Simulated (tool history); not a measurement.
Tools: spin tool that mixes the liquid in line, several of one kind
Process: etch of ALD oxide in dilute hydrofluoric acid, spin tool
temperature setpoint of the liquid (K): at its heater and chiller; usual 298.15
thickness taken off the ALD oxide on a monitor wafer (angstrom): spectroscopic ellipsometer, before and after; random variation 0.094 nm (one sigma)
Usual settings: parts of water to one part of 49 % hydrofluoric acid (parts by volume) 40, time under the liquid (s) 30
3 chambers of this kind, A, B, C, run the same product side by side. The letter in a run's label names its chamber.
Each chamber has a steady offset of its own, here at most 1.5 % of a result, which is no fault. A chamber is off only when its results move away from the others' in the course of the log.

| run | hour | temperature setpoint of the liquid (K) | parts of water to one part of 49 % hydrofluoric acid (parts by volume) | time under the liquid (s) | hours since the thermometer was replaced | hours since the hydrofluoric acid flow meter was replaced | read-back film thickness of the ALD oxide reference wafer, read on the same gauge (nm) | thickness taken off the ALD oxide on a monitor wafer (angstrom) |
|---|---|---|---|---|---|---|---|---|
| 1A | 14.5 | 298.15 | 40 | 30 | 321.5 | 797.8 | 89.991 | 151.950 |
| 2C | 28.0 | 298.15 | 40 | 30 | 1315.5 | 155.9 | 90.013 | 150.910 |
| 3B | 42.6 | 298.15 | 40 | 30 | 805.4 | 745.7 | 90.033 | 148.350 |
| 4C | 58.8 | 298.15 | 40 | 30 | 1346.3 | 186.7 | 90.008 | 150.620 |
| 5A | 69.2 | 298.15 | 40 | 30 | 376.2 | 852.5 | 89.987 | 151.670 |
| 6B | 83.4 | 298.15 | 40 | 30 | 846.2 | 786.5 | 89.970 | 148.680 |
| 7B | 95.1 | 298.15 | 40 | 30 | 857.9 | 798.2 | 90.000 | 149.550 |
| 8A | 107.1 | 298.15 | 40 | 30 | 414.1 | 890.4 | 90.017 | 150.120 |
| 9C | 122.0 | 298.15 | 40 | 30 | 1409.5 | 249.9 | 90.015 | 149.840 |
| 10B | 129.9 | 298.15 | 40 | 30 | 892.7 | 833.0 | 90.011 | 151.550 |
| 11C | 144.2 | 298.15 | 40 | 30 | 1431.7 | 272.1 | 89.994 | 150.840 |
| 12A | 155.2 | 298.15 | 55 | 40 | 462.2 | 938.5 | 90.027 | 140.230 |
| 13A | 162.4 | 298.15 | 55 | 40 | 469.4 | 945.7 | 89.992 | 141.280 |
| 14B | 173.7 | 298.15 | 55 | 40 | 936.5 | 876.8 | 90.005 | 144.330 |
|  | 176.7 | chamber C: thermometer replaced |
| 15C | 187.6 | 298.15 | 40 | 30 | 10.9 | 315.5 | 90.017 | 149.300 |
| 16C | 196.8 | 298.15 | 40 | 30 | 20.1 | 324.7 | 90.027 | 150.110 |
| 17B | 212.6 | 298.15 | 40 | 30 | 975.4 | 915.7 | 89.984 | 151.330 |
| 18A | 225.8 | 298.15 | 40 | 30 | 532.8 | 1009.1 | 89.991 | 145.620 |
| 19A | 240.1 | 298.15 | 40 | 30 | 547.1 | 1023.4 | 89.984 | 145.800 |
| 20C | 247.4 | 298.15 | 40 | 30 | 70.7 | 375.3 | 90.027 | 150.900 |
| 21B | 262.4 | 298.15 | 40 | 15 | 1025.2 | 965.5 | 90.017 | 74.250 |
| 22B | 275.2 | 298.15 | 40 | 15 | 1038.0 | 978.3 | 90.029 | 74.968 |
| 23A | 289.2 | 298.15 | 40 | 15 | 596.2 | 1072.5 | 90.005 | 71.339 |
| 24C | 297.7 | 298.15 | 25 | 30 | 121.0 | 425.6 | 89.985 | 245.380 |
| 25C | 308.1 | 298.15 | 25 | 30 | 131.4 | 436.0 | 89.991 | 243.930 |
| 26A | 322.0 | 298.15 | 25 | 30 | 629.0 | 1105.3 | 89.994 | 235.220 |
| 27B | 329.2 | 298.15 | 40 | 30 | 1092.0 | 1032.3 | 89.997 | 150.020 |
| 28A | 342.5 | 298.15 | 40 | 30 | 649.5 | 1125.8 | 90.000 | 141.360 |
| 29C | 351.8 | 298.15 | 40 | 30 | 175.1 | 479.7 | 89.981 | 150.200 |
| 30B | 364.1 | 298.15 | 40 | 30 | 1126.9 | 1067.2 | 89.992 | 148.530 |

All 3 chambers run these settings next. Forecast each chamber's results:
| 31A | 375.7 | 298.15 | 40 | 20 |  |  |  | ? |
| 31B | 375.7 | 298.15 | 40 | 20 |  |  |  | ? |
| 31C | 375.7 | 298.15 | 40 | 20 |  |  |  | ? |

| run | thickness taken off the ALD oxide on a monitor wafer (angstrom) |
|---|---|
| 31A | 94.378 |
| 31B | 98.683 |
| 31C | 98.808 |
